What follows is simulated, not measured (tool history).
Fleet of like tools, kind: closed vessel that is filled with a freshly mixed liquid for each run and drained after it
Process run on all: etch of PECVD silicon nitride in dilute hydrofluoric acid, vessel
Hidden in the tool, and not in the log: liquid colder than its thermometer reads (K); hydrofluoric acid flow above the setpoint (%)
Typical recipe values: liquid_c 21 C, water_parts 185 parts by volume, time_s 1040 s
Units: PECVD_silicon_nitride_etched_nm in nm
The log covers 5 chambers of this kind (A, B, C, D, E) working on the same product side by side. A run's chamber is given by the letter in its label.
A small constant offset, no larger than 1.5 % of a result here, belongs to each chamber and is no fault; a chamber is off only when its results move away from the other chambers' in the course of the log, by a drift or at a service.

run,day,liquid_c,water_parts,time_s,hours since the thermometer was replaced,hours since the hydrofluoric acid flow meter was replaced,"read-back film thickness of the PECVD silicon nitride reference wafer, read on the same gauge (nm)",PECVD_silicon_nitride_etched_nm
# day 0.133: chamber A: hydrofluoric acid flow meter replaced
1C,0.308,21,185,1040,125.1,906.5,90.015,26.579
2E,0.546,21,185,1040,797.9,505.8,89.995,26.166
3B,0.796,21,185,1040,148.7,253,89.99,26.422
4D,1.1,21,185,1040,103,132.6,90.007,26.253
5A,1.292,21,185,1040,1082.1,27.8,90.027,26.314
6D,1.567,21,185,1040,114.2,143.8,89.97,26.152
7A,1.908,21,185,1040,1096.9,42.6,90.01,26.213
8E,2.225,21,185,1040,838.2,546.1,90,26.268
9C,2.438,21,185,1040,176.2,957.6,90,26.487
10B,2.762,21,185,1040,195.9,300.2,90.005,26.405
11D,3.012,21,185,1040,148.9,178.5,89.996,26.282
12A,3.262,21,185,1040,1129.4,75.1,89.989,26.464
13B,3.442,22.5,115,1040,212.2,316.5,90.001,46.894
14E,3.7,22.5,115,1040,873.6,581.5,89.992,46.557
15C,3.942,22.5,115,1040,212.3,993.7,89.991,46.01
16A,4.175,22.5,115,1040,1151.3,97,89.973,45.979
17C,4.5,22.5,115,1040,225.7,1007.1,89.985,46.449
18D,4.829,21,255,1040,192.5,222.1,89.993,19.317
19E,5.042,21,255,1040,905.8,613.7,90.008,18.938
20B,5.375,21,255,1040,258.6,362.9,90.002,19.185
21D,5.75,21,255,1040,214.6,244.2,89.985,19.055
22E,6.117,21,255,1040,931.6,639.5,89.991,18.844
23A,6.296,21,185,1040,1202.2,147.9,90.024,26.329
24B,6.638,21,185,1325,288.9,393.2,89.996,33.43
25C,6.912,21,185,1325,283.6,1065,90.006,33.783
26A,7.117,21,185,1325,1221.9,167.6,90.021,33.39
27B,7.446,21,185,1325,308.3,412.6,89.989,33.598
28C,7.712,21,185,1325,302.8,1084.2,89.994,33.717
29D,7.904,21,185,1040,266.3,295.9,90.01,25.988
30E,8.25,21,185,1040,982.8,690.7,89.997,25.466
31E,8.596,21,185,1040,991.1,699,89.967,25.717
32D,8.917,21,185,1040,290.6,320.2,89.992,26.201
33B,9.138,21,185,1040,348.9,453.2,89.994,26.289
34A,9.312,21,185,1040,1274.6,220.3,90.008,25.929
35C,9.492,21,185,1040,345.5,1126.9,90.019,26.429
36E,9.85,21,185,1040,1021.2,729.1,90,25.439
37A,10.067,21,185,1040,1292.7,238.4,90.004,26.125
38D,10.267,21,185,1040,323,352.6,90.003,26.207
39C,10.554,21,185,1040,371,1152.4,90.005,26.686
40B,10.733,21,185,1040,387.2,491.5,90.004,26.575
41C,11.021,21,185,1040,382.2,1163.6,89.987,26.691
42D,11.304,21,185,1040,347.9,377.5,90.007,26.407
43E,11.55,21,185,1040,1062,769.9,90.009,25.61

Each of the 5 chambers runs these same settings next. Fill in every chamber's results:
44A,11.821,18.5,185,1040,,,,?
44B,11.821,18.5,185,1040,,,,?
44C,11.821,18.5,185,1040,,,,?
44D,11.821,18.5,185,1040,,,,?
44E,11.821,18.5,185,1040,,,,?

run,PECVD_silicon_nitride_etched_nm
44A,22.236
44B,22.494
44C,22.734
44D,22.275
44E,21.664
